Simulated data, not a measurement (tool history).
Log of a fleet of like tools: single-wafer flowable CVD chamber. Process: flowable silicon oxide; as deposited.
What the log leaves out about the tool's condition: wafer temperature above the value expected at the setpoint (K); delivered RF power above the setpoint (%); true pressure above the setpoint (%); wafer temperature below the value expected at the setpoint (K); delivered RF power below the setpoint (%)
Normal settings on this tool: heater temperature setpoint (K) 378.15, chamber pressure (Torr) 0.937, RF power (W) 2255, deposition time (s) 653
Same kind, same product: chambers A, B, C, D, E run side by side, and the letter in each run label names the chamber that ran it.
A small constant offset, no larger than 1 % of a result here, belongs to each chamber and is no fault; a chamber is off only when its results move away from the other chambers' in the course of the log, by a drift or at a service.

run	day	heater temperature setpoint (K)	chamber pressure (Torr)	RF power (W)	deposition time (s)	hours since the last thermocouple change	hours since the last RF generator calibration	hours since the last manometer calibration	read-back reference wafer on the same gauge, thickness_nm	mean film thickness on the monitor wafer (nm)
1C	0.221	378.15	0.937	2255	653	1032.1	235.6	1747.3	385.99	422.31
2E	0.454	378.15	0.937	2255	653	1522.1	1421.2	856.2	385.91	420.66
3A	0.679	378.15	0.937	2255	653	99.4	297.4	1245.4	385.80	417.62
4B	0.921	378.15	0.937	2255	653	57.6	612.3	2178.7	385.95	416.41
5D	1.092	378.15	0.937	2255	653	772.9	1132.5	1581.3	385.99	417.60
6B	1.342	378.15	0.937	2255	653	67.7	622.4	2188.8	386.04	418.28
7D	1.638	378.15	0.937	2255	653	786.0	1145.6	1594.4	385.96	414.84
8A	1.875	378.15	0.937	2255	653	128.1	326.1	1274.1	385.90	416.90
9C	2.108	378.15	0.937	2255	596	1077.4	280.9	1792.6	386.01	384.64
10E	2.254	378.15	0.937	2255	596	1565.3	1464.4	899.4	385.88	383.53
11C	2.404	378.15	0.937	2255	596	1084.5	288.0	1799.7	386.20	384.55
12B	2.629	378.15	0.937	2255	596	98.6	653.3	2219.7	385.85	379.93
13A	2.867	378.15	0.937	2255	596	151.9	349.9	1297.9	385.96	380.95
14D	3.033	378.15	0.937	2255	653	819.5	1179.1	1627.9	385.95	415.61
15E	3.300	378.15	0.937	2255	653	1590.4	1489.5	924.5	385.90	417.90
16D	3.579	378.15	0.937	2255	653	832.6	1192.2	1641.0	385.96	416.03
17C	3.783	378.15	0.937	2255	653	1117.6	321.1	1832.8	386.01	422.66
# day 3.904: chamber A: capacitance manometer re-zeroed and calibrated
18B	4.062	378.15	0.937	2255	653	133.0	687.7	2254.1	385.98	418.44
19A	4.242	378.15	0.937	2255	653	184.9	382.9	8.1	386.06	424.97
20E	4.388	378.15	0.937	2255	653	1616.5	1515.6	950.6	386.32	421.54
21C	4.654	378.15	0.937	2255	653	1138.5	342.0	1853.7	386.12	421.64
22A	4.875	378.15	0.937	2255	653	200.1	398.1	23.3	385.84	424.97
23E	5.046	378.15	0.937	2255	653	1632.3	1531.4	966.4	385.91	421.03
24B	5.271	378.15	0.937	2255	653	162.0	716.7	2283.1	386.20	416.79
25D	5.571	378.15	0.937	2255	653	880.4	1240.0	1688.8	386.01	415.08
26A	5.796	378.15	0.937	2255	653	222.2	420.2	45.4	385.95	424.49
# day 5.962: chamber E: RF generator calibrated
27B	6.029	378.15	0.937	2255	653	180.2	734.9	2301.3	386.14	417.19
28D	6.267	378.15	0.937	2670	653	897.1	1256.7	1705.5	385.80	426.25
29C	6.421	378.15	0.937	2670	653	1180.9	384.4	1896.1	385.83	429.00
30E	6.717	378.15	0.937	2670	653	1672.4	18.1	1006.5	386.08	429.46
31E	6.888	378.15	0.937	2670	653	1676.5	22.2	1010.6	386.02	432.33
32A	7.050	378.15	0.937	2670	653	252.3	450.3	75.5	385.91	436.46
33B	7.329	378.15	0.937	2255	653	211.4	766.1	2332.5	385.89	418.18

Is one chamber out of step, is the gauge drifting, or do the chambers differ by no more than their own small offsets? For an off chamber, give its letter and the likeliest cause.

Chamber A has stood off from the others ever since a service on it.
Likeliest cause: true pressure above the setpoint (%) = 1.44.

Here are 4 candidates for chamber A's next run, each the usual settings with a change, their results left as question marks. Which one brings its results back in line with what the others give on the usual settings?
Maximum distance from the other chambers' mean on the usual settings for a result to count as in line: mean film thickness on the monitor wafer (nm) 3.70
34A-1	7.550	378.15	0.929	2255	650					?
34A-2	7.550	378.15	0.945	2255	656					?
34A-3	7.550	378.15	0.912	2250	653					?
34A-4	7.550	378.15	0.937	2255	674					?

Other chambers, usual settings, mean: mean film thickness on the monitor wafer (nm) 418.76
run	mean film thickness on the monitor wafer (nm)
34A-1	419.12
34A-2	431.97
34A-3	411.45
34A-4	439.20
With 34A-1, the chamber falls back in line with the rest.
